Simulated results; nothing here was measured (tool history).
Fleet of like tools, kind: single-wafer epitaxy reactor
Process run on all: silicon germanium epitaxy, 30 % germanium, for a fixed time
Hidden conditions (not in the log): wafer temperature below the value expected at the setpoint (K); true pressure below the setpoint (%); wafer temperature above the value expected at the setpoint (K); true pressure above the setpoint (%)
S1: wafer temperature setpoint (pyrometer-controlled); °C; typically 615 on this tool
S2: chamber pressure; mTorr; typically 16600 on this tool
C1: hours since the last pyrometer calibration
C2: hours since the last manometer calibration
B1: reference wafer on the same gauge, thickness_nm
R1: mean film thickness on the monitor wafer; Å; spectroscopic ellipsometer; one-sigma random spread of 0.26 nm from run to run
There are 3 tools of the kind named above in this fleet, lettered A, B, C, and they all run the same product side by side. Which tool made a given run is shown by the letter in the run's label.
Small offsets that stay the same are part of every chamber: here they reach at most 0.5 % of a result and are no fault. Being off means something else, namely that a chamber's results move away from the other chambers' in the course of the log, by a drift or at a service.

run 1C day=0.367 | S1=615 S2=16600 | C1=493.6 C2=300.5 | B1=66.421 | R1=718.28
run 2B day=0.725 | S1=615 S2=16600 | C1=1811.5 C2=2388.7 | B1=66.401 | R1=718.88
run 3A day=1.342 | S1=615 S2=16600 | C1=389.0 C2=1370.8 | B1=66.426 | R1=713.71
run 4A day=1.775 | S1=615 S2=16600 | C1=399.4 C2=1381.2 | B1=66.430 | R1=708.84
run 5C day=2.375 | S1=615 S2=16600 | C1=541.8 C2=348.7 | B1=66.393 | R1=715.60
run 6B day=3.025 | S1=608 S2=12700 | C1=1866.7 C2=2443.9 | B1=66.382 | R1=566.01
run 7A day=3.608 | S1=608 S2=12700 | C1=443.4 C2=1425.2 | B1=66.433 | R1=565.07
run 8B day=4.167 | S1=608 S2=12700 | C1=1894.1 C2=2471.3 | B1=66.353 | R1=569.25
run 9C day=4.771 | S1=615 S2=16600 | C1=599.3 C2=406.2 | B1=66.391 | R1=714.45
run 10C day=5.104 | S1=615 S2=16600 | C1=607.3 C2=414.2 | B1=66.410 | R1=714.54
-- day=5.238 chamber B: pyrometer calibrated
run 11A day=5.779 | S1=615 S2=16600 | C1=495.5 C2=1477.3 | B1=66.420 | R1=711.04
run 12B day=6.104 | S1=615 S2=16600 | C1=20.8 C2=2517.8 | B1=66.438 | R1=715.67
run 13B day=6.412 | S1=615 S2=16600 | C1=28.2 C2=2525.2 | B1=66.414 | R1=717.32
-- day=6.546 chamber B: capacitance manometer re-zeroed and calibrated
run 14A day=7.029 | S1=615 S2=16600 | C1=525.5 C2=1507.3 | B1=66.434 | R1=712.13
run 15C day=7.417 | S1=615 S2=16600 | C1=662.8 C2=469.7 | B1=66.342 | R1=712.53
run 16A day=7.896 | S1=615 S2=16600 | C1=546.3 C2=1528.1 | B1=66.357 | R1=712.73
run 17C day=8.358 | S1=615 S2=16600 | C1=685.4 C2=492.3 | B1=66.402 | R1=712.61
run 18B day=8.758 | S1=615 S2=14800 | C1=84.5 C2=53.1 | B1=66.416 | R1=679.44
run 19A day=9.442 | S1=615 S2=14800 | C1=583.4 C2=1565.2 | B1=66.377 | R1=670.83
run 20B day=9.912 | S1=615 S2=14800 | C1=112.2 C2=80.8 | B1=66.364 | R1=686.41
run 21C day=10.554 | S1=615 S2=16600 | C1=738.1 C2=545.0 | B1=66.394 | R1=714.90
run 22C day=11.025 | S1=615 S2=16600 | C1=749.4 C2=556.3 | B1=66.396 | R1=714.04
run 23B day=11.454 | S1=615 S2=16600 | C1=149.2 C2=117.8 | B1=66.396 | R1=714.20
run 24A day=12.088 | S1=615 S2=16600 | C1=646.9 C2=1628.7 | B1=66.440 | R1=694.91
run 25A day=12.583 | S1=615 S2=16600 | C1=658.8 C2=1640.6 | B1=66.404 | R1=699.27
run 26B day=12.896 | S1=615 S2=16600 | C1=183.8 C2=152.4 | B1=66.397 | R1=717.86
run 27C day=13.342 | S1=615 S2=16600 | C1=805.0 C2=611.9 | B1=66.378 | R1=716.65
run 28A day=13.712 | S1=615 S2=16600 | C1=685.9 C2=1667.7 | B1=66.453 | R1=698.79
run 29B day=14.362 | S1=615 S2=16600 | C1=219.0 C2=187.6 | B1=66.392 | R1=713.20
run 30C day=14.817 | S1=615 S2=16600 | C1=840.4 C2=647.3 | B1=66.413 | R1=711.94
run 31B day=15.275 | S1=615 S2=16600 | C1=240.9 C2=209.5 | B1=66.386 | R1=712.38

Next, every chamber runs the same settings. What will each give?
run 32A day=15.771 | S1=615 S2=19600 | R1=?
run 32B day=15.771 | S1=615 S2=19600 | R1=?
run 32C day=15.771 | S1=615 S2=19600 | R1=?

run=32A R1=733.45
run=32B R1=764.86
run=32C R1=760.35
